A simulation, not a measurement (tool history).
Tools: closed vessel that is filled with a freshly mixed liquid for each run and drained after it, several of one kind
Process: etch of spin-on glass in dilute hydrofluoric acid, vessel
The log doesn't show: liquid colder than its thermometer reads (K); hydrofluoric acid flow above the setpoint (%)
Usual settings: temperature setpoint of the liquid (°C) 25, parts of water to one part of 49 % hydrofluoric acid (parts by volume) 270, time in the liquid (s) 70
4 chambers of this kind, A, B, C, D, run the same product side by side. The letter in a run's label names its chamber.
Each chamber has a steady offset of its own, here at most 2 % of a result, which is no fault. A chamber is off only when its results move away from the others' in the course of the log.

run    day  temperature setpoint of the liquid (°C)  parts of water to one part of 49 % hydrofluoric acid (parts by volume)  time in the liquid (s)  hours since the thermometer was replaced  hours since the hydrofluoric acid flow meter was replaced  read-back film thickness of the spin-on glass reference wafer, read on the same gauge (nm)  thickness taken off the spin-on glass on a monitor wafer (Å)
 1B  0.129                                       25                                                                     270                      70                                     955.4                                                      234.1                                                                                      90.007                                                        62.674
 2A  0.246                                       25                                                                     270                      70                                     537.3                                                      597.6                                                                                      90.015                                                        63.475
 3C  0.379                                       25                                                                     270                      70                                     805.7                                                        418                                                                                      89.978                                                        62.947
 4D    0.5                                       25                                                                     270                      70                                     705.4                                                     1076.3                                                                                      89.989                                                          62.2
 5C  0.612                                       25                                                                     270                      70                                     811.3                                                      423.6                                                                                          90                                                        63.323
 6D  0.779                                       25                                                                     270                      70                                     712.1                                                       1083                                                                                      89.992                                                        62.252
 7B    0.9                                       25                                                                     270                      70                                     973.9                                                      252.6                                                                                      89.989                                                        61.311
 8A  1.004                                       25                                                                     270                      70                                     555.5                                                      615.8                                                                                      90.018                                                        63.959
 9B   1.15                                       25                                                                     270                      70                                     979.9                                                      258.6                                                                                      89.981                                                        62.449
10A  1.271                                       25                                                                     270                      70                                     561.9                                                      622.2                                                                                      89.999                                                        64.034
11C  1.396                                       25                                                                     155                      70                                     830.1                                                      442.4                                                                                      90.047                                                        125.37
12D  1.554                                       25                                                                     155                      70                                     730.7                                                     1101.6                                                                                       90.03                                                        126.11
13D  1.696                                       25                                                                     155                      70                                     734.1                                                       1105                                                                                      89.983                                                        124.62
14B  1.883                                       25                                                                     155                      70                                     997.5                                                      276.2                                                                                      89.991                                                        124.64
15A  2.058                                       25                                                                     270                      70                                     580.8                                                      641.1                                                                                      90.011                                                        64.135
16C  2.238                                       25                                                                     270                      70                                     850.3                                                      462.6                                                                                      90.003                                                         62.37
17C  2.438                                     28.5                                                                     270                      40                                     855.1                                                      467.4                                                                                      89.998                                                        41.217
18D  2.554                                     28.5                                                                     270                      40                                     754.7                                                     1125.6                                                                                      89.995                                                        41.508
     2.667  -- chamber D: thermometer replaced
19B  2.775                                     28.5                                                                     270                      40                                    1018.9                                                      297.6                                                                                      89.981                                                        40.858
20A  2.879                                     28.5                                                                     270                      40                                     600.5                                                      660.8                                                                                      89.997                                                        41.234
21C  3.071                                       29                                                                     270                      85                                     870.3                                                      482.6                                                                                      90.011                                                        88.657
22D  3.296                                       29                                                                     270                      85                                      15.1                                                     1143.4                                                                                      90.001                                                        90.361
23B  3.442                                       29                                                                     270                      85                                    1034.9                                                      313.6                                                                                      90.015                                                        88.263
24A  3.604                                       29                                                                     270                      85                                     617.9                                                      678.2                                                                                      89.982                                                         88.43
25C  3.704                                     22.5                                                                     270                      70                                     885.5                                                      497.8                                                                                      89.991                                                        57.724
26B  3.821                                     22.5                                                                     270                      70                                      1044                                                      322.7                                                                                      90.032                                                        56.691
27D  3.938                                     22.5                                                                     270                      70                                      30.5                                                     1158.8                                                                                      90.002                                                        59.253
28A  4.129                                     22.5                                                                     270                      70                                     630.5                                                      690.8                                                                                      90.003                                                        58.436
     4.188  -- chamber B: thermometer replaced
29D  4.233                                       25                                                                     270                      70                                      37.6                                                     1165.9                                                                                      89.977                                                        65.077
30A  4.438                                       25                                                                     270                      70                                     637.9                                                      698.2                                                                                      89.975                                                         63.79
31C  4.546                                       25                                                                     270                      70                                     905.7                                                        518                                                                                      89.959                                                        63.643
32B  4.679                                       25                                                                     270                      70                                      11.9                                                      343.3                                                                                       90.03                                                        62.563

All 4 chambers run these settings next. Forecast each chamber's results:
33A  4.842                                       25                                                                     270                      70                                                                                                                                                                                                                                                              ?
33B  4.842                                       25                                                                     270                      70                                                                                                                                                                                                                                                              ?
33C  4.842                                       25                                                                     270                      70                                                                                                                                                                                                                                                              ?
33D  4.842                                       25                                                                     270                      70                                                                                                                                                                                                                                                              ?

run  thickness taken off the spin-on glass on a monitor wafer (Å)
33A                                                        64.475
33B                                                        62.444
33C                                                        62.996
33D                                                        65.382
